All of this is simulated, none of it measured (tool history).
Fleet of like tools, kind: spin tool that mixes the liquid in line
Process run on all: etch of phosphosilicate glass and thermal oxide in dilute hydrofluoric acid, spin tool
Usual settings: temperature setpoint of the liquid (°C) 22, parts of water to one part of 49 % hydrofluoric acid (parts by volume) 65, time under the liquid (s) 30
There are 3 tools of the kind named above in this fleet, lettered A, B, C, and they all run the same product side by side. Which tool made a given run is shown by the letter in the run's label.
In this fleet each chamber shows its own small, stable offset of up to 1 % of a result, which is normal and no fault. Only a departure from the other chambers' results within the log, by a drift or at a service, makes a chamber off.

| run | hour | temperature setpoint of the liquid (°C) | parts of water to one part of 49 % hydrofluoric acid (parts by volume) | time under the liquid (s) | hours since the thermometer was replaced | hours since the hydrofluoric acid flow meter was replaced | read-back film thickness of the phosphosilicate glass reference wafer, read on the same gauge (nm) | read-back film thickness of the thermal oxide reference wafer, read on the same gauge (nm) | thickness taken off the phosphosilicate glass on a monitor wafer (nm) | thickness taken off the thermal oxide on a monitor wafer (nm) |
|---|---|---|---|---|---|---|---|---|---|---|
| 1C | 5.3 | 22 | 65 | 30 | 859.9 | 1918.5 | 130.03 | 30.006 | 54.584 | 2.1285 |
| 2A | 10.5 | 22 | 65 | 30 | 1730.8 | 644.8 | 130.04 | 29.999 | 53.996 | 2.0365 |
| 3B | 15.2 | 22 | 65 | 30 | 768 | 1472.7 | 130 | 30.013 | 55.09 | 2.045 |
| 4C | 18.5 | 22 | 65 | 30 | 873.1 | 1931.7 | 129.99 | 29.995 | 54.878 | 2.152 |
| 5A | 22.1 | 22 | 65 | 30 | 1742.4 | 656.4 | 129.97 | 30.027 | 54.302 | 2.0434 |
| 6B | 26.9 | 22 | 65 | 30 | 779.7 | 1484.4 | 130.06 | 30.018 | 54.769 | 2.1215 |
| 7C | 31.6 | 22 | 65 | 30 | 886.2 | 1944.8 | 129.98 | 29.994 | 54.739 | 2.0449 |
| 8B | 36.2 | 22 | 65 | 30 | 789 | 1493.7 | 130.02 | 29.994 | 54.552 | 2.0783 |
| 9A | 41.6 | 22 | 65 | 30 | 1761.9 | 675.9 | 130 | 30.022 | 54.011 | 2.0261 |
| 10B | 46.7 | 26.5 | 65 | 30 | 799.5 | 1504.2 | 129.97 | 30.036 | 66.247 | 2.5025 |
| 11A | 50.2 | 26.5 | 65 | 30 | 1770.5 | 684.5 | 130.01 | 29.97 | 65.673 | 2.5863 |
| 12C | 54.4 | 26.5 | 65 | 30 | 909 | 1967.6 | 130.01 | 29.995 | 65.61 | 2.4621 |
| 13A | 59.6 | 22 | 65 | 30 | 1779.9 | 693.9 | 130.03 | 30.009 | 53.814 | 2.0371 |
| 14B | 62.2 | 22 | 65 | 30 | 815 | 1519.7 | 129.97 | 30 | 54.925 | 2.0943 |
| 15C | 67.2 | 22 | 65 | 30 | 921.8 | 1980.4 | 130.01 | 30.012 | 55.369 | 2.1062 |
| 16B | 71.4 | 24.5 | 40 | 30 | 824.2 | 1528.9 | 129.98 | 30.014 | 101.97 | 3.8756 |
| 17A | 75.8 | 24.5 | 40 | 30 | 1796.1 | 710.1 | 129.96 | 29.993 | 101.55 | 3.9442 |
| 18C | 80 | 24.5 | 40 | 30 | 934.6 | 1993.2 | 130 | 29.978 | 101.24 | 3.8629 |
| 19B | 85.1 | 22 | 65 | 30 | 837.9 | 1542.6 | 129.93 | 30.001 | 55.077 | 2.1423 |
|  | 89.7 | chamber C: hydrofluoric acid flow meter replaced |
| 20C | 90.8 | 22 | 65 | 30 | 945.4 | 1.1 | 129.99 | 30.005 | 54.677 | 2.0493 |
| 21A | 94.6 | 22 | 65 | 30 | 1814.9 | 728.9 | 130.04 | 29.999 | 55.342 | 2.1022 |
| 22A | 98.7 | 18 | 65 | 30 | 1819 | 733 | 130.03 | 30.031 | 45.168 | 1.7838 |
| 23C | 101.6 | 18 | 65 | 30 | 956.2 | 11.9 | 130.02 | 30.018 | 46.28 | 1.755 |
| 24B | 104.6 | 18 | 65 | 30 | 857.4 | 1562.1 | 130.02 | 30.016 | 46.11 | 1.7983 |

Next, every chamber runs the same settings. What will each give?
| 25A | 108.9 | 22 | 65 | 15 |  |  |  |  | ? | ? |
| 25B | 108.9 | 22 | 65 | 15 |  |  |  |  | ? | ? |
| 25C | 108.9 | 22 | 65 | 15 |  |  |  |  | ? | ? |

| run | thickness taken off the phosphosilicate glass on a monitor wafer (nm) | thickness taken off the thermal oxide on a monitor wafer (nm) |
|---|---|---|
| 25A | 27.314 | 1.0501 |
| 25B | 27.586 | 1.0492 |
| 25C | 27.294 | 1.0274 |
